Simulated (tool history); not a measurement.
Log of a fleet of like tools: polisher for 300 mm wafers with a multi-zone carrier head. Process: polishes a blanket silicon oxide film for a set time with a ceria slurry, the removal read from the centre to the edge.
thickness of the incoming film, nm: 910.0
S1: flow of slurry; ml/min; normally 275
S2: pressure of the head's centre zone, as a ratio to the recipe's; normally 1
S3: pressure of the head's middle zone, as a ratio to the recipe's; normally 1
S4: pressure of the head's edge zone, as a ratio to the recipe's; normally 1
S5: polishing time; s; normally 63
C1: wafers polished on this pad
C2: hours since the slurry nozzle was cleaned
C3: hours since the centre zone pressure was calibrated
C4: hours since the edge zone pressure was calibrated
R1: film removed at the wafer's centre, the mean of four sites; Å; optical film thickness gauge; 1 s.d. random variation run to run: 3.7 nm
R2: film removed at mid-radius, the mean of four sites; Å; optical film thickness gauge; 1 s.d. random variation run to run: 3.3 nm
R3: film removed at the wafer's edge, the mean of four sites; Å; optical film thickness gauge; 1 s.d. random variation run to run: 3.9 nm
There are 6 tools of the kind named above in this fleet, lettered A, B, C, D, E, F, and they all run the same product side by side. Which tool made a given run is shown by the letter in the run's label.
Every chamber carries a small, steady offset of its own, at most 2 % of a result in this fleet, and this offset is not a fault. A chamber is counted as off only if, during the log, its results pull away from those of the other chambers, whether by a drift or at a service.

run 1D hour=11.8 | S1=275 S2=1 S3=1 S4=1 S5=63 | C1=360 C2=455.4 C3=64.4 C4=331.3 | R1=2718.7 R2=2664.7 R3=2707.3
-- hour=18.7 chamber F: worn pad replaced by a new one
run 2A hour=19.4 | S1=275 S2=1 S3=1 S4=1 S5=63 | C1=676 C2=28.8 C3=194.3 C4=1142.4 | R1=2610.3 R2=2686.6 R3=2714.6
run 3C hour=26.9 | S1=275 S2=1 S3=1 S4=1 S5=63 | C1=765 C2=290.5 C3=247.4 C4=466.5 | R1=2617.2 R2=2663.6 R3=2705
run 4E hour=39.5 | S1=275 S2=1 S3=1 S4=1 S5=63 | C1=802 C2=177.5 C3=502.6 C4=292 | R1=2717.7 R2=2633.1 R3=2747
run 5B hour=47.1 | S1=275 S2=1 S3=1 S4=1 S5=63 | C1=1249 C2=503.1 C3=909.7 C4=206.5 | R1=2616.6 R2=2695.8 R3=2570.8
-- hour=47.2 chamber A: worn pad replaced by a new one
run 6F hour=60.2 | S1=275 S2=1 S3=1 S4=1 S5=63 | C1=601 C2=268.7 C3=303.7 C4=73.7 | R1=2746.6 R2=2704.6 R3=2643.5
run 7B hour=68.8 | S1=275 S2=1 S3=1 S4=0.96 S5=63 | C1=1564 C2=524.8 C3=931.4 C4=228.2 | R1=2613.1 R2=2658.5 R3=2598.1
-- hour=71.2 chamber D: worn pad replaced by a new one
-- hour=71.5 chamber E: edge zone pressure recalibrated
-- hour=73.5 chamber E: worn pad replaced by a new one
run 8E hour=79.4 | S1=275 S2=1 S3=1 S4=0.96 S5=63 | C1=86 C2=217.4 C3=542.5 C4=7.9 | R1=2681 R2=2664.4 R3=2607.1
-- hour=87.9 chamber C: worn pad replaced by a new one
run 9F hour=91.4 | S1=275 S2=1 S3=1 S4=0.96 S5=63 | C1=1053 C2=299.9 C3=334.9 C4=104.9 | R1=2715.3 R2=2632.8 R3=2662.3
-- hour=92.6 chamber F: worn pad replaced by a new one
run 10A hour=101.5 | S1=275 S2=1 S3=1 S4=0.96 S5=63 | C1=787 C2=110.9 C3=276.4 C4=1224.5 | R1=2637.7 R2=2673.1 R3=2640.5
run 11C hour=112.4 | S1=275 S2=1 S3=1 S4=0.96 S5=63 | C1=355 C2=376 C3=332.9 C4=552 | R1=2736.8 R2=2764 R3=2596.3
-- hour=117.6 chamber C: centre zone pressure recalibrated
-- hour=122.4 chamber E: slurry nozzle cleaned
run 12D hour=122.4 | S1=275 S2=1 S3=1 S4=0.96 S5=63 | C1=741 C2=566 C3=175 C4=441.9 | R1=2642.5 R2=2655.5 R3=2576
-- hour=132.8 chamber A: worn pad replaced by a new one
run 13E hour=135.4 | S1=275 S2=1 S3=1 S4=1 S5=63 | C1=897 C2=13 C3=598.5 C4=63.9 | R1=2620 R2=2668.9 R3=2716
-- hour=140.4 chamber E: centre zone pressure recalibrated
run 14F hour=144.6 | S1=275 S2=1 S3=1 S4=1 S5=63 | C1=753 C2=353.1 C3=388.1 C4=158.1 | R1=2760.9 R2=2638.7 R3=2687.1
run 15C hour=157.1 | S1=275 S2=1 S3=1 S4=1 S5=63 | C1=1002 C2=420.7 C3=39.6 C4=596.7 | R1=2643.8 R2=2702.3 R3=2688
-- hour=158.2 chamber C: slurry nozzle cleaned
-- hour=159.8 chamber E: worn pad replaced by a new one
-- hour=161.7 chamber D: worn pad replaced by a new one
run 16D hour=163.8 | S1=275 S2=1 S3=1 S4=1 S5=63 | C1=30 C2=607.4 C3=216.4 C4=483.3 | R1=2643.5 R2=2700.4 R3=2681.4
-- hour=167.4 chamber F: worn pad replaced by a new one
run 17B hour=171 | S1=275 S2=1 S3=1 S4=1 S5=63 | C1=3044 C2=627 C3=1033.6 C4=330.4 | R1=2566.9 R2=2678.5 R3=2586.9
-- hour=175.8 chamber C: edge zone pressure recalibrated
run 18A hour=177.7 | S1=275 S2=1 S3=1 S4=1 S5=63 | C1=650 C2=187.1 C3=352.6 C4=1300.7 | R1=2652.7 R2=2730.5 R3=2607.2
-- hour=180.8 chamber C: worn pad replaced by a new one
run 19F hour=191.1 | S1=275 S2=1 S3=1 S4=1 S5=63 | C1=344 C2=399.6 C3=434.6 C4=204.6 | R1=2733.8 R2=2669.6 R3=2771.9
run 20C hour=197.2 | S1=275 S2=1 S3=1 S4=1 S5=63 | C1=238 C2=39.1 C3=79.7 C4=21.4 | R1=2648.6 R2=2719.2 R3=2709.3
-- hour=208.5 chamber A: worn pad replaced by a new one
run 21D hour=209.1 | S1=275 S2=1 S3=1 S4=1 S5=63 | C1=686 C2=652.7 C3=261.7 C4=528.6 | R1=2637.3 R2=2755.4 R3=2731.5
run 22E hour=218.9 | S1=275 S2=1 S3=1 S4=1 S5=63 | C1=856 C2=96.5 C3=78.6 C4=147.4 | R1=2637.5 R2=2663.4 R3=2766.6
run 23B hour=225 | S1=275 S2=1 S3=1 S4=0.92 S5=63 | C1=3825 C2=681 C3=1087.6 C4=384.4 | R1=2472.1 R2=2536.7 R3=2456.7
-- hour=228.1 chamber A: edge zone pressure recalibrated
run 24A hour=235.8 | S1=275 S2=1 S3=1 S4=0.92 S5=63 | C1=395 C2=245.2 C3=410.7 C4=7.7 | R1=2620.9 R2=2774.3 R3=2550.2
-- hour=235.9 chamber D: worn pad replaced by a new one
-- hour=245.3 chamber F: worn pad replaced by a new one
-- hour=245.9 chamber E: worn pad replaced by a new one
run 25A hour=248.3 | S1=275 S2=1 S3=1 S4=0.92 S5=63 | C1=576 C2=257.7 C3=423.2 C4=20.2 | R1=2697.6 R2=2706.8 R3=2569.3
run 26C hour=256.4 | S1=275 S2=1 S3=1 S4=0.92 S5=63 | C1=1095 C2=98.3 C3=138.9 C4=80.6 | R1=2593.1 R2=2696.1 R3=2627.9
-- hour=260.7 chamber A: slurry nozzle cleaned
run 27D hour=270.2 | S1=275 S2=1 S3=1 S4=0.92 S5=63 | C1=497 C2=713.8 C3=322.8 C4=589.7 | R1=2694.4 R2=2623.3 R3=2574.4
-- hour=271 chamber A: centre zone pressure recalibrated
run 28F hour=278.5 | S1=275 S2=1 S3=1 S4=0.92 S5=63 | C1=481 C2=487 C3=522 C4=292 | R1=2718.3 R2=2679 R3=2623.6
-- hour=286 chamber C: worn pad replaced by a new one
run 29E hour=287.5 | S1=275 S2=1 S3=1 S4=1 S5=63 | C1=602 C2=165.1 C3=147.2 C4=216 | R1=2625.1 R2=2621.3 R3=2636.5
-- hour=292.9 chamber A: worn pad replaced by a new one
run 30B hour=295.1 | S1=275 S2=1 S3=1 S4=1 S5=63 | C1=4841 C2=751.1 C3=1157.7 C4=454.5 | R1=2535.2 R2=2537.7 R3=2497.5
run 31D hour=301.8 | S1=275 S2=1 S3=1 S4=1 S5=63 | C1=955 C2=745.4 C3=354.4 C4=621.3 | R1=2725.4 R2=2669.6 R3=2648.3
-- hour=310.5 chamber D: worn pad replaced by a new one
run 32F hour=312.1 | S1=275 S2=1 S3=1 S4=1 S5=63 | C1=967 C2=520.6 C3=555.6 C4=325.6 | R1=2727 R2=2636.5 R3=2719.8
-- hour=315.5 chamber B: edge zone pressure recalibrated
-- hour=319.5 chamber E: worn pad replaced by a new one
-- hour=321.3 chamber D: slurry nozzle cleaned
run 33A hour=325.3 | S1=275 S2=1 S3=1 S4=1 S5=63 | C1=469 C2=64.6 C3=54.4 C4=97.2 | R1=2673 R2=2665.7 R3=2607.3
run 34C hour=333 | S1=275 S2=1 S3=1 S4=1 S5=63 | C1=681 C2=174.9 C3=215.5 C4=157.2 | R1=2649.2 R2=2718.3 R3=2655.5
-- hour=336.6 chamber F: worn pad replaced by a new one
run 35B hour=345.4 | S1=275 S2=1 S3=1 S4=1 S5=63 | C1=5569 C2=801.4 C3=1208 C4=30 | R1=2454.9 R2=2464.2 R3=2424.5
run 36E hour=352.1 | S1=200 S2=1 S3=0.96 S4=1 S5=63 | C1=472 C2=229.7 C3=211.8 C4=280.6 | R1=2472.9 R2=2456.1 R3=2644.4
run 37E hour=365.2 | S1=200 S2=1 S3=0.96 S4=1 S5=63 | C1=661 C2=242.8 C3=224.9 C4=293.7 | R1=2553.4 R2=2413.8 R3=2669.5
-- hour=374.8 chamber A: worn pad replaced by a new one
run 38F hour=378.7 | S1=200 S2=1 S3=0.96 S4=1 S5=63 | C1=610 C2=587.2 C3=622.2 C4=392.2 | R1=2633.3 R2=2464 R3=2593.4
-- hour=379.6 chamber D: worn pad replaced by a new one
-- hour=384.2 chamber D: centre zone pressure recalibrated
run 39A hour=391.6 | S1=200 S2=1 S3=0.96 S4=1 S5=63 | C1=244 C2=130.9 C3=120.7 C4=163.5 | R1=2532.8 R2=2519.1 R3=2544.5
run 40D hour=405.4 | S1=200 S2=1 S3=0.96 S4=1 S5=63 | C1=374 C2=84.1 C3=21.2 C4=724.9 | R1=2503.2 R2=2474.9 R3=2594.4

All chambers now run identical settings, listed one chamber a line with results as question marks. What results will each chamber show?
run 41A hour=415.3 | S1=275 S2=1.09 S3=1 S4=1 S5=63 | R1=? R2=? R3=?
run 41B hour=415.3 | S1=275 S2=1.09 S3=1 S4=1 S5=63 | R1=? R2=? R3=?
run 41C hour=415.3 | S1=275 S2=1.09 S3=1 S4=1 S5=63 | R1=? R2=? R3=?
run 41D hour=415.3 | S1=275 S2=1.09 S3=1 S4=1 S5=63 | R1=? R2=? R3=?
run 41E hour=415.3 | S1=275 S2=1.09 S3=1 S4=1 S5=63 | R1=? R2=? R3=?
run 41F hour=415.3 | S1=275 S2=1.09 S3=1 S4=1 S5=63 | R1=? R2=? R3=?

run=41A R1=2925.9 R2=2687.3 R3=2719.2
run=41B R1=2633.9 R2=2383.5 R3=2379.5
run=41C R1=2871.3 R2=2707 R3=2673.6
run=41D R1=2926.3 R2=2702.7 R3=2624.6
run=41E R1=2894.6 R2=2641.7 R3=2646.8
run=41F R1=3003.2 R2=2661.8 R3=2704.4
